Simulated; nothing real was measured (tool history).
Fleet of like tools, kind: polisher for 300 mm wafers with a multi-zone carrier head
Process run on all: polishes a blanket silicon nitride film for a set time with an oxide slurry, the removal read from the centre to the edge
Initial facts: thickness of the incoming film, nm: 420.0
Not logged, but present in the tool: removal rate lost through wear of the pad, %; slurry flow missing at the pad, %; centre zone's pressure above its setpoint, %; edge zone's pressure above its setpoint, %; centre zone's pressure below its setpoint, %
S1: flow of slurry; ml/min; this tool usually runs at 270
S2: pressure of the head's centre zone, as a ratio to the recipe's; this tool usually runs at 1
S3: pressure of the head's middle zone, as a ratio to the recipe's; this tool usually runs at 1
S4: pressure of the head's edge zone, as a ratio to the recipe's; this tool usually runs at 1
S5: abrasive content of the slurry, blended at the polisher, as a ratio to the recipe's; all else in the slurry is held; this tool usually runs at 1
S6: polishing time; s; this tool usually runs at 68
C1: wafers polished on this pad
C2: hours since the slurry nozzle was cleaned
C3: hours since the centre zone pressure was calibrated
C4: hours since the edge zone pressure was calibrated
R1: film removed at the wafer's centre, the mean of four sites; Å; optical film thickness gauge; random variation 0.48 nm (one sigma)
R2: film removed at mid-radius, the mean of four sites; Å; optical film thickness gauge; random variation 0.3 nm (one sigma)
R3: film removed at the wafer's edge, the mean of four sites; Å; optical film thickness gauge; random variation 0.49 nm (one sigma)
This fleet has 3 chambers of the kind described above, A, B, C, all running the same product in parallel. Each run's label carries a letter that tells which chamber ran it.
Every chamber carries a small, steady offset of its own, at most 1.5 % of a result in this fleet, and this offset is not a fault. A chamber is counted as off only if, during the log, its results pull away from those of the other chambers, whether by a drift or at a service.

{"run": "1C", "hour": 10.5, "S1": 270, "S2": 1, "S3": 1, "S4": 1, "S5": 1, "S6": 68, "C1": 1436, "C2": 327.8, "C3": 633, "C4": 485.3, "R1": 395.13, "R2": 390.23, "R3": 390.63}
{"run": "2B", "hour": 15.9, "S1": 270, "S2": 1, "S3": 1, "S4": 1, "S5": 1, "S6": 68, "C1": 128, "C2": 401.8, "C3": 552.5, "C4": 360.7, "R1": 389.38, "R2": 392.24, "R3": 397.53}
{"run": "3A", "hour": 27.3, "S1": 270, "S2": 1, "S3": 1, "S4": 1, "S5": 1, "S6": 68, "C1": 1273, "C2": 85.1, "C3": 99.5, "C4": 233.4, "R1": 389.32, "R2": 397.27, "R3": 398.28}
{"run": "4B", "hour": 37.2, "S1": 270, "S2": 1, "S3": 1, "S4": 1, "S5": 1, "S6": 68, "C1": 259, "C2": 423.1, "C3": 573.8, "C4": 382, "R1": 396.14, "R2": 393.14, "R3": 390.3}
{"hour": 42.7, "done": "chamber C: worn pad replaced by a new one"}
{"run": "5A", "hour": 49.2, "S1": 270, "S2": 1, "S3": 1, "S4": 1, "S5": 1, "S6": 68, "C1": 1408, "C2": 107, "C3": 121.4, "C4": 255.3, "R1": 403.77, "R2": 398.99, "R3": 402.94}
{"hour": 49.3, "done": "chamber C: edge zone pressure recalibrated"}
{"run": "6C", "hour": 55.7, "S1": 270, "S2": 1, "S3": 1, "S4": 1, "S5": 1, "S6": 68, "C1": 80, "C2": 373, "C3": 678.2, "C4": 6.4, "R1": 400.75, "R2": 392.97, "R3": 392.79}
{"hour": 62.9, "done": "chamber A: worn pad replaced by a new one"}
{"run": "7C", "hour": 66.6, "S1": 270, "S2": 1, "S3": 1, "S4": 1, "S5": 1, "S6": 68, "C1": 147, "C2": 383.9, "C3": 689.1, "C4": 17.3, "R1": 390.16, "R2": 397.01, "R3": 388.15}
{"run": "8B", "hour": 75.8, "S1": 270, "S2": 1, "S3": 1, "S4": 1, "S5": 1, "S6": 68, "C1": 496, "C2": 461.7, "C3": 612.4, "C4": 420.6, "R1": 395.72, "R2": 394.65, "R3": 398.02}
{"run": "9A", "hour": 81.2, "S1": 270, "S2": 1, "S3": 1, "S4": 1, "S5": 1, "S6": 68, "C1": 112, "C2": 139, "C3": 153.4, "C4": 287.3, "R1": 407.74, "R2": 398.59, "R3": 391.39}
{"hour": 85.4, "done": "chamber B: worn pad replaced by a new one"}
{"run": "10B", "hour": 88.9, "S1": 270, "S2": 1, "S3": 1, "S4": 1, "S5": 1, "S6": 68, "C1": 21, "C2": 474.8, "C3": 625.5, "C4": 433.7, "R1": 396.93, "R2": 396.47, "R3": 393.42}
{"run": "11C", "hour": 96.7, "S1": 270, "S2": 1, "S3": 1, "S4": 1, "S5": 1, "S6": 68, "C1": 331, "C2": 414, "C3": 719.2, "C4": 47.4, "R1": 393.22, "R2": 395.95, "R3": 381.75}
{"run": "12A", "hour": 106.5, "S1": 270, "S2": 1, "S3": 1, "S4": 1, "S5": 1, "S6": 68, "C1": 268, "C2": 164.3, "C3": 178.7, "C4": 312.6, "R1": 395.65, "R2": 399.04, "R3": 390.72}
{"run": "13C", "hour": 112.3, "S1": 270, "S2": 1, "S3": 1.06, "S4": 1, "S5": 1, "S6": 75, "C1": 427, "C2": 429.6, "C3": 734.8, "C4": 63, "R1": 427.29, "R2": 453.83, "R3": 423.92}
{"run": "14B", "hour": 119.0, "S1": 270, "S2": 1, "S3": 1.06, "S4": 1, "S5": 1, "S6": 75, "C1": 206, "C2": 504.9, "C3": 655.6, "C4": 463.8, "R1": 457.23, "R2": 457.56, "R3": 417.53}
{"run": "15A", "hour": 128.8, "S1": 270, "S2": 1, "S3": 1.06, "S4": 1, "S5": 1, "S6": 75, "C1": 405, "C2": 186.6, "C3": 201, "C4": 334.9, "R1": 440.14, "R2": 467.78, "R3": 437.23}
{"run": "16C", "hour": 139.3, "S1": 270, "S2": 1, "S3": 1, "S4": 1, "S5": 1, "S6": 68, "C1": 593, "C2": 456.6, "C3": 761.8, "C4": 90, "R1": 394.3, "R2": 388.07, "R3": 396.98}
{"run": "17A", "hour": 149.9, "S1": 270, "S2": 1, "S3": 1, "S4": 1, "S5": 1, "S6": 68, "C1": 534, "C2": 207.7, "C3": 222.1, "C4": 356, "R1": 393.05, "R2": 393.77, "R3": 385.76}
{"run": "18B", "hour": 159.5, "S1": 270, "S2": 1, "S3": 1, "S4": 1, "S5": 1, "S6": 68, "C1": 455, "C2": 545.4, "C3": 696.1, "C4": 504.3, "R1": 416.72, "R2": 389.53, "R3": 395.77}
{"run": "19B", "hour": 171.0, "S1": 270, "S2": 1, "S3": 1, "S4": 1, "S5": 1, "S6": 68, "C1": 526, "C2": 556.9, "C3": 707.6, "C4": 515.8, "R1": 417.17, "R2": 395.18, "R3": 393.31}
{"hour": 175.0, "done": "chamber C: slurry nozzle cleaned"}
{"run": "20A", "hour": 180.1, "S1": 270, "S2": 1, "S3": 1, "S4": 1, "S5": 1, "S6": 68, "C1": 720, "C2": 237.9, "C3": 252.3, "C4": 386.2, "R1": 392.95, "R2": 399.38, "R3": 399.95}
{"hour": 185.4, "done": "chamber B: worn pad replaced by a new one"}
{"run": "21C", "hour": 187.0, "S1": 270, "S2": 1, "S3": 1, "S4": 1, "S5": 1, "S6": 68, "C1": 886, "C2": 12, "C3": 809.5, "C4": 137.7, "R1": 389.89, "R2": 383.14, "R3": 394.47}
{"run": "22A", "hour": 192.7, "S1": 195, "S2": 0.95, "S3": 1, "S4": 1, "S5": 1, "S6": 68, "C1": 797, "C2": 250.5, "C3": 264.9, "C4": 398.8, "R1": 351.03, "R2": 380.83, "R3": 382.09}
{"run": "23C", "hour": 198.5, "S1": 195, "S2": 0.95, "S3": 1, "S4": 1, "S5": 1, "S6": 68, "C1": 957, "C2": 23.5, "C3": 821, "C4": 149.2, "R1": 350.48, "R2": 373.03, "R3": 382.31}
{"run": "24B", "hour": 203.9, "S1": 195, "S2": 0.95, "S3": 1, "S4": 1, "S5": 1, "S6": 68, "C1": 113, "C2": 589.8, "C3": 740.5, "C4": 548.7, "R1": 378.78, "R2": 377.72, "R3": 381.19}
{"run": "25A", "hour": 213.1, "S1": 270, "S2": 1, "S3": 1, "S4": 1, "S5": 1, "S6": 68, "C1": 922, "C2": 270.9, "C3": 285.3, "C4": 419.2, "R1": 391.62, "R2": 405.21, "R3": 395.73}
{"run": "26B", "hour": 221.4, "S1": 270, "S2": 1, "S3": 1, "S4": 1, "S5": 1, "S6": 68, "C1": 221, "C2": 607.3, "C3": 758, "C4": 566.2, "R1": 426.09, "R2": 387.79, "R3": 392.21}
{"run": "27C", "hour": 228.2, "S1": 270, "S2": 1, "S3": 1, "S4": 1, "S5": 1, "S6": 68, "C1": 1139, "C2": 53.2, "C3": 850.7, "C4": 178.9, "R1": 395.69, "R2": 395.37, "R3": 392.64}
{"run": "28B", "hour": 234.2, "S1": 270, "S2": 1, "S3": 1, "S4": 1, "S5": 1, "S6": 68, "C1": 299, "C2": 620.1, "C3": 770.8, "C4": 579, "R1": 426.88, "R2": 400.47, "R3": 385.47}
{"run": "29C", "hour": 244.7, "S1": 270, "S2": 1, "S3": 1, "S4": 1, "S5": 1, "S6": 68, "C1": 1240, "C2": 69.7, "C3": 867.2, "C4": 195.4, "R1": 389.23, "R2": 390.09, "R3": 395.43}
{"run": "30A", "hour": 256.4, "S1": 270, "S2": 1, "S3": 1, "S4": 1, "S5": 1, "S6": 68, "C1": 1188, "C2": 314.2, "C3": 328.6, "C4": 462.5, "R1": 409.03, "R2": 396.51, "R3": 406.26}
{"run": "31B", "hour": 262.1, "S1": 270, "S2": 1, "S3": 1, "S4": 1, "S5": 1, "S6": 68, "C1": 471, "C2": 648, "C3": 798.7, "C4": 606.9, "R1": 437.53, "R2": 394.2, "R3": 397.73}
{"run": "32C", "hour": 269.5, "S1": 270, "S2": 1, "S3": 1, "S4": 1, "S5": 1, "S6": 68, "C1": 1393, "C2": 94.5, "C3": 892, "C4": 220.2, "R1": 395.63, "R2": 386.52, "R3": 394.75}
{"hour": 270.2, "done": "chamber B: worn pad replaced by a new one"}
{"hour": 270.3, "done": "chamber A: worn pad replaced by a new one"}
{"run": "33A", "hour": 276.1, "S1": 270, "S2": 1, "S3": 1, "S4": 1, "S5": 1, "S6": 68, "C1": 35, "C2": 333.9, "C3": 348.3, "C4": 482.2, "R1": 397.53, "R2": 397.84, "R3": 408.68}
{"run": "34A", "hour": 283.6, "S1": 270, "S2": 1, "S3": 1, "S4": 1, "S5": 1, "S6": 68, "C1": 81, "C2": 341.4, "C3": 355.8, "C4": 489.7, "R1": 399.15, "R2": 398.75, "R3": 395.81}
{"run": "35B", "hour": 291.8, "S1": 270, "S2": 1, "S3": 1, "S4": 1, "S5": 1, "S6": 68, "C1": 132, "C2": 677.7, "C3": 828.4, "C4": 636.6, "R1": 448.33, "R2": 394.19, "R3": 396.95}

Does one chamber stand apart from the rest, does the shared gauge drift, or is all well apart from small per-chamber offsets? Give the chamber and the most likely cause, where there is one.

Little by little, chamber B moves away from the other chambers.
Cause: centre zone's pressure above its setpoint, % = 11.8.

Here are 4 candidates for chamber B's next run, each the usual settings with a change, their results left as question marks. Which one brings its results back in line with what the others give on the usual settings?
To be in line, a result may differ from the other chambers' mean on the usual settings by at most: R1 17 Å; R2 10 Å; R3 17 Å
{"run": "36B-1", "hour": 300.5, "S1": 280, "S2": 1.1, "S3": 0.99, "S4": 0.96, "S5": 1, "S6": 69, "R1": "?", "R2": "?", "R3": "?"}
{"run": "36B-2", "hour": 300.5, "S1": 260, "S2": 0.9, "S3": 1.01, "S4": 1.04, "S5": 1, "S6": 67, "R1": "?", "R2": "?", "R3": "?"}
{"run": "36B-3", "hour": 300.5, "S1": 255, "S2": 0.83, "S3": 1.02, "S4": 1.08, "S5": 1, "S6": 67, "R1": "?", "R2": "?", "R3": "?"}
{"run": "36B-4", "hour": 300.5, "S1": 290, "S2": 1.17, "S3": 0.96, "S4": 0.89, "S5": 1, "S6": 71, "R1": "?", "R2": "?", "R3": "?"}

What the other chambers average on the usual settings: R1 394.15 Å; R2 394.44 Å; R3 395.15 Å
run=36B-1 R1=504.38 R2=398.07 R3=392.72
run=36B-2 R1=391.14 R2=391.09 R3=395.15
run=36B-3 R1=357.27 R2=393.97 R3=402.53
run=36B-4 R1=556.39 R2=399.41 R3=390.16
36B-2 puts the chamber back in line with the other chambers.
